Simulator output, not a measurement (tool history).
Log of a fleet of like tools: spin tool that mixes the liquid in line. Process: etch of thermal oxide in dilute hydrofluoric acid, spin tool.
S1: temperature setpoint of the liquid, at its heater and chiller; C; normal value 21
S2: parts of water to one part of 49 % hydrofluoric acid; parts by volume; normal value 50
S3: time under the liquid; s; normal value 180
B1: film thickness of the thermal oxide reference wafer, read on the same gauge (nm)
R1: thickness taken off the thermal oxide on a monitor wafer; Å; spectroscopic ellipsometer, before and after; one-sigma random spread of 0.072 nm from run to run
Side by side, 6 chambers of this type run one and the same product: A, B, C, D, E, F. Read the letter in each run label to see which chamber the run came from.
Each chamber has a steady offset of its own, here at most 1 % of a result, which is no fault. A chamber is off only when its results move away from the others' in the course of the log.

| run | hour | S1 | S2 | S3 | B1 | R1 |
|---|---|---|---|---|---|---|
| 1C | 8.2 | 21 | 50 | 180 | 59.998 | 163.40 |
| 2F | 19.9 | 21 | 50 | 180 | 59.980 | 162.98 |
| 3E | 27.1 | 21 | 50 | 180 | 59.987 | 160.65 |
| 4B | 35.4 | 21 | 50 | 180 | 59.998 | 160.06 |
| 5A | 46.7 | 21 | 50 | 265 | 59.991 | 238.95 |
| 6D | 60.2 | 21 | 50 | 265 | 60.018 | 235.04 |
| 7A | 70.8 | 21 | 50 | 265 | 59.984 | 238.62 |
| 8F | 82.5 | 21 | 50 | 265 | 60.008 | 239.04 |
| 9E | 90.6 | 21 | 50 | 265 | 59.990 | 235.19 |
|  | 94.7 | chamber C: thermometer replaced |
| 10C | 100.2 | 21 | 50 | 265 | 59.982 | 240.28 |
| 11B | 109.8 | 21 | 50 | 180 | 60.027 | 160.88 |
|  | 116.1 | chamber A: hydrofluoric acid flow meter replaced |
| 12D | 120.5 | 21 | 50 | 180 | 59.976 | 161.20 |
| 13D | 127.7 | 21 | 50 | 180 | 60.003 | 159.85 |
| 14F | 136.5 | 21 | 30 | 255 | 60.002 | 391.93 |
| 15A | 143.6 | 21 | 30 | 255 | 59.981 | 395.42 |
| 16B | 153.4 | 21 | 30 | 255 | 59.998 | 384.70 |
| 17E | 167.6 | 21 | 30 | 255 | 60.034 | 382.22 |
| 18C | 178.4 | 21 | 30 | 255 | 60.009 | 396.24 |
| 19F | 184.9 | 21 | 30 | 255 | 59.986 | 391.66 |
| 20E | 192.4 | 21 | 50 | 180 | 59.970 | 158.27 |
| 21B | 203.5 | 21 | 50 | 180 | 59.990 | 161.75 |
| 22C | 214.7 | 21 | 50 | 180 | 59.990 | 163.96 |
| 23D | 227.2 | 21 | 50 | 180 | 60.024 | 160.82 |
| 24A | 235.6 | 21 | 50 | 180 | 60.039 | 162.90 |
| 25E | 242.7 | 21 | 50 | 180 | 59.959 | 157.05 |
| 26B | 249.4 | 21 | 50 | 180 | 60.008 | 161.28 |
| 27A | 260.4 | 21 | 50 | 180 | 60.013 | 162.45 |
|  | 265.7 | chamber B: thermometer replaced |
| 28D | 271.0 | 21 | 50 | 180 | 60.019 | 161.57 |
| 29F | 280.9 | 21 | 50 | 180 | 59.996 | 161.22 |
| 30C | 292.5 | 21 | 50 | 180 | 59.994 | 162.69 |
| 31C | 304.9 | 21 | 50 | 180 | 60.040 | 163.14 |
|  | 312.4 | chamber C: hydrofluoric acid flow meter replaced |
| 32F | 317.4 | 21 | 50 | 180 | 59.992 | 162.46 |
|  | 321.9 | chamber D: thermometer replaced |
| 33B | 325.8 | 21 | 50 | 180 | 59.980 | 161.12 |
| 34E | 336.9 | 21 | 50 | 180 | 60.010 | 154.66 |
| 35D | 346.2 | 21 | 50 | 180 | 59.933 | 161.45 |
| 36A | 359.6 | 21 | 50 | 180 | 60.022 | 163.30 |
| 37B | 369.2 | 21 | 50 | 180 | 60.057 | 160.17 |
| 38C | 375.6 | 21 | 50 | 180 | 60.012 | 162.64 |
| 39E | 386.7 | 21 | 50 | 180 | 59.983 | 153.48 |

Is one chamber off against the others, does the gauge drift, or is nothing wrong? If a chamber is off, say which, and what the likeliest cause is.

Little by little, chamber E moves away from the other chambers.
What lies behind it: liquid colder than its thermometer reads (K) = 1.08.
Not necessarily distinguishable in this log from: hydrofluoric acid flow below the setpoint (%).

Which of the 4 candidates below, each the usual settings with something changed and its results left as question marks, puts chamber E back in line with what the other chambers give on the usual settings?
Allowed miss from the other chambers' usual-settings mean, per result, to count as in line: R1 2.50 Å
| 40E-1 | 397.1 | 23.5 | 50 | 180 |  | ? |
| 40E-2 | 397.1 | 21.0 | 50 | 170 |  | ? |
| 40E-3 | 397.1 | 21.0 | 55 | 180 |  | ? |
| 40E-4 | 397.1 | 21.0 | 50 | 190 |  | ? |

Other chambers, usual settings, mean: R1 161.97 Å
| run | R1 |
|---|---|
| 40E-1 | 170.85 |
| 40E-2 | 145.30 |
| 40E-3 | 139.06 |
| 40E-4 | 162.40 |
40E-4 brings the chamber back in line.
